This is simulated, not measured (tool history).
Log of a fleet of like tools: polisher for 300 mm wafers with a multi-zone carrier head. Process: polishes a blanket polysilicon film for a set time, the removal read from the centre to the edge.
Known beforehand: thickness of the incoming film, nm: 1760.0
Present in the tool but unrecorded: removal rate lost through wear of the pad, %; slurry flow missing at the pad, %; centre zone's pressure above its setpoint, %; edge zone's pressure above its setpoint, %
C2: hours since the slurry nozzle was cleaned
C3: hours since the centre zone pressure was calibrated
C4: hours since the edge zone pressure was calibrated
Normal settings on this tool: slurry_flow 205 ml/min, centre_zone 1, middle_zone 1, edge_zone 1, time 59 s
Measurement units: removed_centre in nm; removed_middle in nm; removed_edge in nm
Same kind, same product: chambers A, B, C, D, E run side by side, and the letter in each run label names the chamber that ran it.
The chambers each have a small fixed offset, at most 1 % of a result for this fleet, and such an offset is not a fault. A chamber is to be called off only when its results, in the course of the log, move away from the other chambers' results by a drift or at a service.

{"run": "1D", "hour": 7.7, "slurry_flow": 205, "centre_zone": 1, "middle_zone": 1, "edge_zone": 1, "time": 59, "wafers polished on this pad": 1147, "C2": 27, "C3": 343.2, "C4": 76.6, "removed_centre": 528.7, "removed_middle": 522.83, "removed_edge": 520.29}
{"run": "2B", "hour": 15.7, "slurry_flow": 205, "centre_zone": 1, "middle_zone": 1, "edge_zone": 1, "time": 59, "wafers polished on this pad": 415, "C2": 45.1, "C3": 1089.2, "C4": 527.9, "removed_centre": 525.83, "removed_middle": 519.99, "removed_edge": 526.44}
{"hour": 16.6, "done": "chamber D: centre zone pressure recalibrated"}
{"run": "3A", "hour": 24.6, "slurry_flow": 205, "centre_zone": 1, "middle_zone": 1, "edge_zone": 1, "time": 59, "wafers polished on this pad": 756, "C2": 31.8, "C3": 389.5, "C4": 67.5, "removed_centre": 524.95, "removed_middle": 520, "removed_edge": 518.64}
{"hour": 29.5, "done": "chamber D: worn pad replaced by a new one"}
{"run": "4E", "hour": 31.4, "slurry_flow": 205, "centre_zone": 1, "middle_zone": 1, "edge_zone": 1, "time": 59, "wafers polished on this pad": 767, "C2": 133.9, "C3": 572.7, "C4": 206.9, "removed_centre": 529.66, "removed_middle": 526.23, "removed_edge": 522.85}
{"run": "5C", "hour": 36.9, "slurry_flow": 205, "centre_zone": 1, "middle_zone": 1, "edge_zone": 1, "time": 59, "wafers polished on this pad": 284, "C2": 141.2, "C3": 385.7, "C4": 66.4, "removed_centre": 523.15, "removed_middle": 527.02, "removed_edge": 532.2}
{"hour": 38.2, "done": "chamber E: worn pad replaced by a new one"}
{"run": "6B", "hour": 44.5, "slurry_flow": 205, "centre_zone": 1, "middle_zone": 1, "edge_zone": 1, "time": 59, "wafers polished on this pad": 612, "C2": 73.9, "C3": 1118, "C4": 556.7, "removed_centre": 524.74, "removed_middle": 532.98, "removed_edge": 519.6}
{"run": "7A", "hour": 54.9, "slurry_flow": 205, "centre_zone": 1, "middle_zone": 1.05, "edge_zone": 1, "time": 40, "wafers polished on this pad": 963, "C2": 62.1, "C3": 419.8, "C4": 97.8, "removed_centre": 348.82, "removed_middle": 361.96, "removed_edge": 349.69}
{"hour": 64.8, "done": "chamber C: centre zone pressure recalibrated"}
{"run": "8C", "hour": 64.9, "slurry_flow": 205, "centre_zone": 1, "middle_zone": 1.05, "edge_zone": 1, "time": 40, "wafers polished on this pad": 475, "C2": 169.2, "C3": 0.1, "C4": 94.4, "removed_centre": 352.92, "removed_middle": 369.75, "removed_edge": 354.72}
{"hour": 71.5, "done": "chamber C: worn pad replaced by a new one"}
{"run": "9D", "hour": 71.5, "slurry_flow": 205, "centre_zone": 1, "middle_zone": 1.05, "edge_zone": 1, "time": 40, "wafers polished on this pad": 287, "C2": 90.8, "C3": 54.9, "C4": 140.4, "removed_centre": 356.31, "removed_middle": 366.94, "removed_edge": 352.99}
{"run": "10E", "hour": 77.1, "slurry_flow": 205, "centre_zone": 1, "middle_zone": 1.05, "edge_zone": 1, "time": 40, "wafers polished on this pad": 266, "C2": 179.6, "C3": 618.4, "C4": 252.6, "removed_centre": 355.91, "removed_middle": 373.59, "removed_edge": 351.63}
{"run": "11E", "hour": 84.3, "slurry_flow": 205, "centre_zone": 1, "middle_zone": 1.05, "edge_zone": 1, "time": 40, "wafers polished on this pad": 315, "C2": 186.8, "C3": 625.6, "C4": 259.8, "removed_centre": 353.6, "removed_middle": 369.66, "removed_edge": 355.07}
{"run": "12B", "hour": 91.1, "slurry_flow": 205, "centre_zone": 1, "middle_zone": 1, "edge_zone": 1, "time": 59, "wafers polished on this pad": 931, "C2": 120.5, "C3": 1164.6, "C4": 603.3, "removed_centre": 523.39, "removed_middle": 529.23, "removed_edge": 520.12}
{"hour": 91.4, "done": "chamber B: worn pad replaced by a new one"}
{"hour": 94.2, "done": "chamber A: worn pad replaced by a new one"}
{"hour": 94.2, "done": "chamber B: centre zone pressure recalibrated"}
{"run": "13C", "hour": 97.8, "slurry_flow": 205, "centre_zone": 1, "middle_zone": 1, "edge_zone": 1, "time": 59, "wafers polished on this pad": 180, "C2": 202.1, "C3": 33, "C4": 127.3, "removed_centre": 531.94, "removed_middle": 528.06, "removed_edge": 525.43}
{"hour": 99.5, "done": "chamber A: centre zone pressure recalibrated"}
{"run": "14D", "hour": 107.2, "slurry_flow": 205, "centre_zone": 1, "middle_zone": 1, "edge_zone": 1, "time": 59, "wafers polished on this pad": 532, "C2": 126.5, "C3": 90.6, "C4": 176.1, "removed_centre": 520.62, "removed_middle": 525.58, "removed_edge": 523.78}
{"run": "15A", "hour": 112.3, "slurry_flow": 205, "centre_zone": 1, "middle_zone": 1, "edge_zone": 1, "time": 59, "wafers polished on this pad": 124, "C2": 119.5, "C3": 12.9, "C4": 155.2, "removed_centre": 518.95, "removed_middle": 523.95, "removed_edge": 527.5}
{"run": "16C", "hour": 119.5, "slurry_flow": 205, "centre_zone": 1, "middle_zone": 1.07, "edge_zone": 1, "time": 49, "wafers polished on this pad": 328, "C2": 223.8, "C3": 54.7, "C4": 149, "removed_centre": 436.73, "removed_middle": 466.49, "removed_edge": 439.38}
{"run": "17E", "hour": 128.0, "slurry_flow": 205, "centre_zone": 1, "middle_zone": 1.07, "edge_zone": 1, "time": 49, "wafers polished on this pad": 614, "C2": 230.5, "C3": 669.3, "C4": 303.5, "removed_centre": 440.92, "removed_middle": 460.52, "removed_edge": 431.94}
{"hour": 134.4, "done": "chamber E: centre zone pressure recalibrated"}
{"run": "18D", "hour": 136.6, "slurry_flow": 205, "centre_zone": 1, "middle_zone": 1.07, "edge_zone": 1, "time": 49, "wafers polished on this pad": 733, "C2": 155.9, "C3": 120, "C4": 205.5, "removed_centre": 432.42, "removed_middle": 458.93, "removed_edge": 437.13}
{"run": "19B", "hour": 142.6, "slurry_flow": 205, "centre_zone": 1, "middle_zone": 1.07, "edge_zone": 1, "time": 49, "wafers polished on this pad": 351, "C2": 172, "C3": 48.5, "C4": 654.8, "removed_centre": 436.64, "removed_middle": 466, "removed_edge": 430.33}
{"run": "20A", "hour": 147.7, "slurry_flow": 205, "centre_zone": 1, "middle_zone": 1.07, "edge_zone": 1, "time": 49, "wafers polished on this pad": 366, "C2": 154.9, "C3": 48.3, "C4": 190.6, "removed_centre": 434.19, "removed_middle": 464.78, "removed_edge": 441.11}
{"run": "21E", "hour": 156.2, "slurry_flow": 205, "centre_zone": 1, "middle_zone": 1, "edge_zone": 1, "time": 59, "wafers polished on this pad": 807, "C2": 258.7, "C3": 21.9, "C4": 331.7, "removed_centre": 571.92, "removed_middle": 526.84, "removed_edge": 528.51}
{"hour": 162.2, "done": "chamber C: worn pad replaced by a new one"}
{"hour": 165.3, "done": "chamber E: worn pad replaced by a new one"}
{"run": "22A", "hour": 165.6, "slurry_flow": 205, "centre_zone": 1, "middle_zone": 1, "edge_zone": 1, "time": 59, "wafers polished on this pad": 489, "C2": 172.8, "C3": 66.2, "C4": 208.5, "removed_centre": 522.08, "removed_middle": 508.97, "removed_edge": 519.71}
{"run": "23B", "hour": 172.9, "slurry_flow": 205, "centre_zone": 1, "middle_zone": 1, "edge_zone": 1, "time": 59, "wafers polished on this pad": 558, "C2": 202.3, "C3": 78.8, "C4": 685.1, "removed_centre": 524.92, "removed_middle": 527.51, "removed_edge": 519.41}
{"run": "24D", "hour": 183.0, "slurry_flow": 205, "centre_zone": 1, "middle_zone": 1, "edge_zone": 1, "time": 59, "wafers polished on this pad": 1051, "C2": 202.3, "C3": 166.4, "C4": 251.9, "removed_centre": 522.22, "removed_middle": 518.14, "removed_edge": 528.95}
{"run": "25C", "hour": 193.4, "slurry_flow": 205, "centre_zone": 1.09, "middle_zone": 1, "edge_zone": 1, "time": 59, "wafers polished on this pad": 213, "C2": 297.7, "C3": 128.6, "C4": 222.9, "removed_centre": 582.96, "removed_middle": 523.02, "removed_edge": 526.14}
{"run": "26D", "hour": 203.9, "slurry_flow": 205, "centre_zone": 1.09, "middle_zone": 1, "edge_zone": 1, "time": 59, "wafers polished on this pad": 1194, "C2": 223.2, "C3": 187.3, "C4": 272.8, "removed_centre": 571.77, "removed_middle": 520.99, "removed_edge": 528.67}
{"hour": 210.4, "done": "chamber E: slurry nozzle cleaned"}
{"run": "27A", "hour": 213.2, "slurry_flow": 205, "centre_zone": 1.09, "middle_zone": 1, "edge_zone": 1, "time": 59, "wafers polished on this pad": 814, "C2": 220.4, "C3": 113.8, "C4": 256.1, "removed_centre": 571.2, "removed_middle": 514.25, "removed_edge": 525.21}
{"hour": 216.6, "done": "chamber B: worn pad replaced by a new one"}
{"run": "28B", "hour": 223.6, "slurry_flow": 205, "centre_zone": 1.09, "middle_zone": 1, "edge_zone": 1, "time": 59, "wafers polished on this pad": 48, "C2": 253, "C3": 129.5, "C4": 735.8, "removed_centre": 581.38, "removed_middle": 519.02, "removed_edge": 518.37}
{"run": "29E", "hour": 232.3, "slurry_flow": 205, "centre_zone": 1.09, "middle_zone": 1, "edge_zone": 1, "time": 59, "wafers polished on this pad": 458, "C2": 22, "C3": 98, "C4": 407.8, "removed_centre": 629.31, "removed_middle": 521.02, "removed_edge": 526.23}
{"run": "30C", "hour": 238.7, "slurry_flow": 205, "centre_zone": 1, "middle_zone": 1, "edge_zone": 1, "time": 59, "wafers polished on this pad": 523, "C2": 343, "C3": 173.9, "C4": 268.2, "removed_centre": 527.9, "removed_middle": 526.33, "removed_edge": 523.51}
{"run": "31C", "hour": 247.8, "slurry_flow": 205, "centre_zone": 1, "middle_zone": 1, "edge_zone": 1, "time": 59, "wafers polished on this pad": 586, "C2": 352.1, "C3": 183, "C4": 277.3, "removed_centre": 522.74, "removed_middle": 523.17, "removed_edge": 529.23}
{"hour": 249.5, "done": "chamber C: worn pad replaced by a new one"}
{"hour": 250.8, "done": "chamber D: worn pad replaced by a new one"}
{"hour": 252.3, "done": "chamber C: edge zone pressure recalibrated"}
{"run": "32E", "hour": 254.9, "slurry_flow": 205, "centre_zone": 1, "middle_zone": 1, "edge_zone": 1, "time": 59, "wafers polished on this pad": 613, "C2": 44.6, "C3": 120.6, "C4": 430.4, "removed_centre": 576.19, "removed_middle": 528.72, "removed_edge": 515.17}
{"run": "33D", "hour": 264.4, "slurry_flow": 205, "centre_zone": 1, "middle_zone": 1, "edge_zone": 1, "time": 59, "wafers polished on this pad": 93, "C2": 283.7, "C3": 247.8, "C4": 333.3, "removed_centre": 518.29, "removed_middle": 520.24, "removed_edge": 531.19}
{"hour": 270.4, "done": "chamber E: worn pad replaced by a new one"}
{"run": "34A", "hour": 274.2, "slurry_flow": 205, "centre_zone": 1, "middle_zone": 1, "edge_zone": 1, "time": 59, "wafers polished on this pad": 1232, "C2": 281.4, "C3": 174.8, "C4": 317.1, "removed_centre": 516.35, "removed_middle": 516.51, "removed_edge": 522.06}
{"hour": 277.9, "done": "chamber B: slurry nozzle cleaned"}
{"hour": 279.3, "done": "chamber A: worn pad replaced by a new one"}
{"run": "35B", "hour": 280.1, "slurry_flow": 205, "centre_zone": 1, "middle_zone": 1, "edge_zone": 1, "time": 59, "wafers polished on this pad": 435, "C2": 2.2, "C3": 186, "C4": 792.3, "removed_centre": 529.23, "removed_middle": 525.8, "removed_edge": 520.55}
{"run": "36E", "hour": 290.5, "slurry_flow": 205, "centre_zone": 1, "middle_zone": 1, "edge_zone": 1, "time": 59, "wafers polished on this pad": 137, "C2": 80.2, "C3": 156.2, "C4": 466, "removed_centre": 579.44, "removed_middle": 520.19, "removed_edge": 523.22}
{"run": "37C", "hour": 297.1, "slurry_flow": 205, "centre_zone": 1, "middle_zone": 1, "edge_zone": 1, "time": 59, "wafers polished on this pad": 326, "C2": 401.4, "C3": 232.3, "C4": 44.9, "removed_centre": 516.29, "removed_middle": 525.14, "removed_edge": 519.24}
{"run": "38A", "hour": 305.0, "slurry_flow": 205, "centre_zone": 1, "middle_zone": 1, "edge_zone": 1, "time": 59, "wafers polished on this pad": 176, "C2": 312.2, "C3": 205.6, "C4": 347.9, "removed_centre": 517.3, "removed_middle": 519.43, "removed_edge": 524.95}
{"run": "39D", "hour": 311.7, "slurry_flow": 245, "centre_zone": 1, "middle_zone": 1, "edge_zone": 1, "time": 59, "wafers polished on this pad": 417, "C2": 331, "C3": 295.1, "C4": 380.6, "removed_centre": 527.96, "removed_middle": 531.43, "removed_edge": 537.03}
{"run": "40B", "hour": 321.8, "slurry_flow": 245, "centre_zone": 1, "middle_zone": 1, "edge_zone": 1, "time": 59, "wafers polished on this pad": 720, "C2": 43.9, "C3": 227.7, "C4": 834, "removed_centre": 543.13, "removed_middle": 546.19, "removed_edge": 523.67}
{"run": "41A", "hour": 326.5, "slurry_flow": 245, "centre_zone": 1, "middle_zone": 1, "edge_zone": 1, "time": 59, "wafers polished on this pad": 323, "C2": 333.7, "C3": 227.1, "C4": 369.4, "removed_centre": 543.72, "removed_middle": 534.14, "removed_edge": 532.32}

Which is it: a chamber that has drifted or been left off by a service, a gauge drift common to all chambers, or only each chamber's usual small offset? If a chamber is off, name it and its likeliest cause.

Chamber E came out of a service off from its peers and stayed that way.
Likeliest cause: centre zone's pressure above its setpoint, % = 8.62.

Which of the 4 candidates below, each the usual settings with something changed and its results left as question marks, puts chamber E back in line with what the other chambers give on the usual settings?
In line here means within this much of the mean the other chambers give on the usual settings: removed_centre 14 nm; removed_middle 14 nm; removed_edge 14 nm
{"run": "42E-1", "hour": 334.3, "slurry_flow": 205, "centre_zone": 0.97, "middle_zone": 1, "edge_zone": 1.01, "time": 59, "removed_centre": "?", "removed_middle": "?", "removed_edge": "?"}
{"run": "42E-2", "hour": 334.3, "slurry_flow": 200, "centre_zone": 0.93, "middle_zone": 1.01, "edge_zone": 1.03, "time": 58, "removed_centre": "?", "removed_middle": "?", "removed_edge": "?"}
{"run": "42E-3", "hour": 334.3, "slurry_flow": 210, "centre_zone": 1.07, "middle_zone": 0.99, "edge_zone": 0.97, "time": 60, "removed_centre": "?", "removed_middle": "?", "removed_edge": "?"}
{"run": "42E-4", "hour": 334.3, "slurry_flow": 205, "centre_zone": 1.03, "middle_zone": 1, "edge_zone": 0.99, "time": 59, "removed_centre": "?", "removed_middle": "?", "removed_edge": "?"}

Other chambers, usual settings, mean: removed_centre 524.26 nm; removed_middle 522.15 nm; removed_edge 523.66 nm
run=42E-1 removed_centre=559.93 removed_middle=523.14 removed_edge=528.4
run=42E-2 removed_centre=523.85 removed_middle=517.33 removed_edge=523.34
run=42E-3 removed_centre=635.26 removed_middle=528.55 removed_edge=527.68
run=42E-4 removed_centre=597.4 removed_middle=522.96 removed_edge=522.96
42E-2 is the one that brings the chamber's results back in line with the other chambers.
